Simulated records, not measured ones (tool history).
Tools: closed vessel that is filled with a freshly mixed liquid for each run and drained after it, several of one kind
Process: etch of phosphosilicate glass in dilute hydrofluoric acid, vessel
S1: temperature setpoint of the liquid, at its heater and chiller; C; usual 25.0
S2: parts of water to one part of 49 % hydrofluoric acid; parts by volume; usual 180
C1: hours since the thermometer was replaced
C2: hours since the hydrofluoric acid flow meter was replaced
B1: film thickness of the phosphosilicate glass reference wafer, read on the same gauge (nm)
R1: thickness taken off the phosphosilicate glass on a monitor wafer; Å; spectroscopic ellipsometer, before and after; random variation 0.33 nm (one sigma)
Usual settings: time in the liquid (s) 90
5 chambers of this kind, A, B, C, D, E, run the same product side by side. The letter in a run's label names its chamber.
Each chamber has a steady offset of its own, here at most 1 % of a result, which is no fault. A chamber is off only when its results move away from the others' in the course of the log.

{"run": "1A", "hour": 4.5, "S1": 25.0, "S2": 180, "time in the liquid (s)": 90, "C1": 395.0, "C2": 674.6, "B1": 140.05, "R1": 366.54}
{"run": "2E", "hour": 7.6, "S1": 25.0, "S2": 180, "time in the liquid (s)": 90, "C1": 28.4, "C2": 2386.8, "B1": 140.01, "R1": 372.73}
{"run": "3C", "hour": 9.8, "S1": 25.0, "S2": 180, "time in the liquid (s)": 90, "C1": 1055.4, "C2": 684.7, "B1": 140.0, "R1": 373.95}
{"run": "4D", "hour": 14.5, "S1": 25.0, "S2": 180, "time in the liquid (s)": 90, "C1": 303.8, "C2": 894.6, "B1": 140.0, "R1": 373.11}
{"run": "5B", "hour": 19.4, "S1": 25.0, "S2": 180, "time in the liquid (s)": 90, "C1": 1391.9, "C2": 442.0, "B1": 139.98, "R1": 367.67}
{"run": "6C", "hour": 24.5, "S1": 25.0, "S2": 180, "time in the liquid (s)": 90, "C1": 1070.1, "C2": 699.4, "B1": 140.02, "R1": 373.82}
{"run": "7E", "hour": 26.9, "S1": 20.5, "S2": 180, "time in the liquid (s)": 90, "C1": 47.7, "C2": 2406.1, "B1": 139.99, "R1": 310.87}
{"run": "8A", "hour": 30.2, "S1": 20.5, "S2": 180, "time in the liquid (s)": 90, "C1": 420.7, "C2": 700.3, "B1": 139.96, "R1": 314.45}
{"run": "9D", "hour": 35.2, "S1": 20.5, "S2": 180, "time in the liquid (s)": 90, "C1": 324.5, "C2": 915.3, "B1": 139.98, "R1": 312.25}
{"run": "10B", "hour": 39.2, "S1": 20.5, "S2": 180, "time in the liquid (s)": 90, "C1": 1411.7, "C2": 461.8, "B1": 139.97, "R1": 309.83}
{"run": "11E", "hour": 41.9, "S1": 20.5, "S2": 180, "time in the liquid (s)": 90, "C1": 62.7, "C2": 2421.1, "B1": 140.01, "R1": 314.69}
{"run": "12A", "hour": 44.3, "S1": 25.0, "S2": 180, "time in the liquid (s)": 90, "C1": 434.8, "C2": 714.4, "B1": 140.01, "R1": 373.23}
{"run": "13B", "hour": 47.6, "S1": 25.0, "S2": 180, "time in the liquid (s)": 90, "C1": 1420.1, "C2": 470.2, "B1": 139.96, "R1": 364.18}
{"run": "14C", "hour": 51.6, "S1": 25.0, "S2": 180, "time in the liquid (s)": 90, "C1": 1097.2, "C2": 726.5, "B1": 140.01, "R1": 370.39}
{"run": "15D", "hour": 55.5, "S1": 28.0, "S2": 180, "time in the liquid (s)": 70, "C1": 344.8, "C2": 935.6, "B1": 140.01, "R1": 325.51}
{"hour": 60.2, "done": "chamber E: hydrofluoric acid flow meter replaced"}
{"run": "16D", "hour": 60.2, "S1": 28.0, "S2": 180, "time in the liquid (s)": 70, "C1": 349.5, "C2": 940.3, "B1": 140.0, "R1": 319.88}
{"run": "17E", "hour": 62.6, "S1": 28.0, "S2": 180, "time in the liquid (s)": 70, "C1": 83.4, "C2": 2.4, "B1": 139.97, "R1": 321.42}
{"run": "18B", "hour": 65.6, "S1": 28.0, "S2": 180, "time in the liquid (s)": 70, "C1": 1438.1, "C2": 488.2, "B1": 140.0, "R1": 326.17}
{"run": "19C", "hour": 68.0, "S1": 28.0, "S2": 180, "time in the liquid (s)": 70, "C1": 1113.6, "C2": 742.9, "B1": 140.0, "R1": 324.27}
{"run": "20A", "hour": 71.4, "S1": 25.0, "S2": 180, "time in the liquid (s)": 90, "C1": 461.9, "C2": 741.5, "B1": 139.96, "R1": 366.98}
{"run": "21A", "hour": 74.6, "S1": 25.0, "S2": 180, "time in the liquid (s)": 90, "C1": 465.1, "C2": 744.7, "B1": 140.01, "R1": 376.79}
{"run": "22C", "hour": 79.6, "S1": 25.0, "S2": 180, "time in the liquid (s)": 90, "C1": 1125.2, "C2": 754.5, "B1": 139.99, "R1": 368.79}
{"hour": 81.5, "done": "chamber B: thermometer replaced"}
{"run": "23E", "hour": 82.6, "S1": 25.0, "S2": 180, "time in the liquid (s)": 90, "C1": 103.4, "C2": 22.4, "B1": 139.99, "R1": 376.11}
{"hour": 82.7, "done": "chamber C: hydrofluoric acid flow meter replaced"}
{"run": "24B", "hour": 85.9, "S1": 26.5, "S2": 180, "time in the liquid (s)": 90, "C1": 4.5, "C2": 508.5, "B1": 140.02, "R1": 385.67}
{"run": "25D", "hour": 88.4, "S1": 26.5, "S2": 180, "time in the liquid (s)": 90, "C1": 377.7, "C2": 968.5, "B1": 139.98, "R1": 381.94}
{"run": "26A", "hour": 91.6, "S1": 26.5, "S2": 180, "time in the liquid (s)": 90, "C1": 482.1, "C2": 761.7, "B1": 140.0, "R1": 394.98}
{"run": "27E", "hour": 95.7, "S1": 26.5, "S2": 180, "time in the liquid (s)": 90, "C1": 116.5, "C2": 35.5, "B1": 139.99, "R1": 388.17}
{"run": "28D", "hour": 98.5, "S1": 26.5, "S2": 180, "time in the liquid (s)": 90, "C1": 387.8, "C2": 978.6, "B1": 140.0, "R1": 380.17}
{"run": "29C", "hour": 102.9, "S1": 25.0, "S2": 180, "time in the liquid (s)": 90, "C1": 1148.5, "C2": 20.3, "B1": 140.0, "R1": 379.34}
{"run": "30B", "hour": 106.3, "S1": 25.0, "S2": 180, "time in the liquid (s)": 90, "C1": 24.9, "C2": 528.9, "B1": 140.02, "R1": 370.75}
{"run": "31A", "hour": 110.3, "S1": 25.0, "S2": 180, "time in the liquid (s)": 90, "C1": 500.8, "C2": 780.4, "B1": 140.02, "R1": 370.14}
{"run": "32E", "hour": 112.5, "S1": 25.0, "S2": 180, "time in the liquid (s)": 90, "C1": 133.3, "C2": 52.3, "B1": 140.03, "R1": 374.55}
{"run": "33B", "hour": 116.4, "S1": 25.0, "S2": 180, "time in the liquid (s)": 90, "C1": 35.0, "C2": 539.0, "B1": 139.99, "R1": 369.25}
{"run": "34C", "hour": 121.2, "S1": 25.0, "S2": 180, "time in the liquid (s)": 90, "C1": 1166.8, "C2": 38.6, "B1": 139.99, "R1": 367.51}
{"run": "35D", "hour": 123.8, "S1": 25.0, "S2": 180, "time in the liquid (s)": 90, "C1": 413.1, "C2": 1003.9, "B1": 140.0, "R1": 359.17}
{"run": "36E", "hour": 127.4, "S1": 25.0, "S2": 180, "time in the liquid (s)": 90, "C1": 148.2, "C2": 67.2, "B1": 139.98, "R1": 367.98}
{"run": "37C", "hour": 131.3, "S1": 25.0, "S2": 115, "time in the liquid (s)": 55, "C1": 1176.9, "C2": 48.7, "B1": 139.97, "R1": 383.64}
{"run": "38A", "hour": 134.0, "S1": 25.0, "S2": 115, "time in the liquid (s)": 55, "C1": 524.5, "C2": 804.1, "B1": 140.01, "R1": 381.56}
{"run": "39B", "hour": 138.4, "S1": 25.0, "S2": 115, "time in the liquid (s)": 55, "C1": 57.0, "C2": 561.0, "B1": 140.02, "R1": 385.07}
{"run": "40D", "hour": 142.0, "S1": 25.0, "S2": 115, "time in the liquid (s)": 55, "C1": 431.3, "C2": 1022.1, "B1": 140.0, "R1": 371.6}

What goes on in this fleet: one chamber off, a drifting gauge, or nothing beyond the chambers' own small offsets? Name the chamber and the cause, if any.

Chamber D drifts away from the others.
Cause: liquid colder than its thermometer reads (K) = 1.27.
The log may not tell that from: hydrofluoric acid flow below the setpoint (%).

Here are 4 candidates for chamber D's next run, each the usual settings with a change, their results left as question marks. Which one brings its results back in line with what the others give on the usual settings?
In line means no further than this from the other chambers' mean on the usual settings: R1 11.00 Å
{"run": "41D-1", "hour": 145.7, "S1": 25.0, "S2": 175, "time in the liquid (s)": 90, "R1": "?"}
{"run": "41D-2", "hour": 145.7, "S1": 25.0, "S2": 175, "time in the liquid (s)": 95, "R1": "?"}
{"run": "41D-3", "hour": 145.7, "S1": 25.0, "S2": 185, "time in the liquid (s)": 85, "R1": "?"}
{"run": "41D-4", "hour": 145.7, "S1": 24.0, "S2": 180, "time in the liquid (s)": 90, "R1": "?"}

The other chambers' mean on the usual settings: R1 369.73 Å
run=41D-1 R1=364.02
run=41D-2 R1=384.24
run=41D-3 R1=321.35
run=41D-4 R1=338.75
41D-1 brings the chamber back in line.

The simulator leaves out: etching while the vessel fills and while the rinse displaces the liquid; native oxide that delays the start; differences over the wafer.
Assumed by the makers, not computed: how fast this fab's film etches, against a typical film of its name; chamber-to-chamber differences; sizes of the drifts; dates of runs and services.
